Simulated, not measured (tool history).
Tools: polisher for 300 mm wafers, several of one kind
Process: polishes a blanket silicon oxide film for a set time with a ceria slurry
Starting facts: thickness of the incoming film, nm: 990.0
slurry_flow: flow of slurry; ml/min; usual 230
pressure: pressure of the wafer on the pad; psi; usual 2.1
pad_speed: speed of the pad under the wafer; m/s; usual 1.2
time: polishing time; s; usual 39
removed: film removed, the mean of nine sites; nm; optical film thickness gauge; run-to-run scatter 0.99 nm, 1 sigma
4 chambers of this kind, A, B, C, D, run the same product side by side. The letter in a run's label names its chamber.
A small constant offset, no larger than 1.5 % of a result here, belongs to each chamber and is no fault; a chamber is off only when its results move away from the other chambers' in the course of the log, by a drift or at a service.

run	hour	slurry_flow	pressure	pad_speed	time	wafers polished on this pad	hours since the slurry nozzle was cleaned	hours since the head pressure was calibrated	removed
# hour 9.4: chamber D: worn pad replaced by a new one
1B	9.7	230	2.1	1.2	39	428	394.1	100.4	112.25
# hour 13.5: chamber C: worn pad replaced by a new one
# hour 16.7: chamber C: slurry nozzle cleaned
2A	19.7	230	2.1	1.2	39	715	151.5	980.7	114.33
# hour 24.8: chamber A: worn pad replaced by a new one
3C	28.9	230	2.1	1.2	39	228	12.2	221.3	113.08
4D	33.9	230	2.1	1.2	39	363	230.5	45	112.47
5B	43.8	230	2.1	1.2	39	932	428.2	134.5	110.78
6A	52.8	230	2.1	1.2	39	414	184.6	1013.8	112.81
# hour 60.5: chamber B: worn pad replaced by a new one
7C	60.7	230	2.1	1.2	39	698	44	253.1	112.07
8D	69.3	230	2.1	1.2	39	886	265.9	80.4	109.21
9B	77.2	230	2.1	1.2	39	247	461.6	167.9	113
# hour 81.3: chamber C: worn pad replaced by a new one
10A	84.9	230	2.5	1.2	39	888	216.7	1045.9	136.74
11C	90.2	230	2.5	1.2	39	131	73.5	282.6	133.91
# hour 92.9: chamber A: worn pad replaced by a new one
# hour 95.4: chamber A: head pressure recalibrated
12D	96	230	2.5	1.2	39	1280	292.6	107.1	132.25
# hour 97.2: chamber D: worn pad replaced by a new one
13B	103.7	230	2.5	1.2	39	638	488.1	194.4	131.79
14D	109.8	230	2.1	1.2	39	186	306.4	120.9	112.92
15A	118.4	230	2.1	1.2	39	377	250.2	23	113.92
16C	125.8	230	2.4	1.2	30	657	109.1	318.2	101.77
# hour 131.6: chamber A: slurry nozzle cleaned
17D	134.2	230	2.4	1.2	30	547	330.8	145.3	96.779
# hour 136.6: chamber B: worn pad replaced by a new one
18A	138.8	230	2.4	1.2	30	678	7.3	43.4	98.895
# hour 140.7: chamber C: worn pad replaced by a new one
19B	147.2	230	2.4	1.2	30	156	531.6	237.9	99.625
# hour 149: chamber A: worn pad replaced by a new one
20C	152.9	230	2.1	1.2	39	181	136.2	345.3	116.38
21D	162	230	2.1	1.46	39	957	358.6	173.1	135.68
22A	170.4	230	2.1	1.46	39	317	38.9	75	138.18
23B	176.4	230	2.1	1.46	39	588	560.8	267.1	136.89
24C	182.5	230	2.1	1.46	39	618	165.8	374.9	142
# hour 187: chamber D: worn pad replaced by a new one
25B	190.5	230	2.1	1.2	39	796	574.9	281.2	111.89
# hour 199.5: chamber C: worn pad replaced by a new one
26C	200.4	230	2.1	1.2	39	14	183.7	392.8	117.92
27D	207.3	230	2.1	1.2	39	300	403.9	218.4	112.59
# hour 213.5: chamber B: worn pad replaced by a new one
# hour 216: chamber A: worn pad replaced by a new one
28A	216.3	230	2.1	1.2	39	5	84.8	120.9	112.65
29D	224.6	230	2.1	1.32	46	555	421.2	235.7	144.51
30C	231.9	230	2.1	1.32	46	479	215.2	424.3	156.37
31B	238.5	230	2.1	1.32	46	369	622.9	329.2	143.11
32A	244	230	2.1	1.32	46	415	112.5	148.6	145.37
33A	249	230	2.1	1.2	39	488	117.5	153.6	114.67
# hour 255.2: chamber C: worn pad replaced by a new one
34D	257.2	230	2.1	1.2	39	1037	453.8	268.3	110.84
# hour 261.8: chamber D: worn pad replaced by a new one
35C	265.8	230	2.1	1.2	39	156	249.1	458.2	122.64
36B	274.3	230	2.1	1.2	39	898	658.7	365	112.15
37B	282.1	230	2.1	1.2	39	1013	666.5	372.8	113.25
# hour 283.3: chamber A: worn pad replaced by a new one
38C	290.1	230	2.1	1.2	39	515	273.4	482.5	123.51
39A	294.9	230	2.1	1.2	39	171	163.4	199.5	113.13
40D	301.4	230	2.1	1.2	39	585	498	312.5	111.25

Predict what each chamber gives when all 4 of them run the settings below next.
41A	308.5	230	2.1	1.2	39				?
41B	308.5	230	2.1	1.2	39				?
41C	308.5	230	2.1	1.2	39				?
41D	308.5	230	2.1	1.2	39				?

run	removed
41A	112.22
41B	112.71
41C	123.7
41D	110.31

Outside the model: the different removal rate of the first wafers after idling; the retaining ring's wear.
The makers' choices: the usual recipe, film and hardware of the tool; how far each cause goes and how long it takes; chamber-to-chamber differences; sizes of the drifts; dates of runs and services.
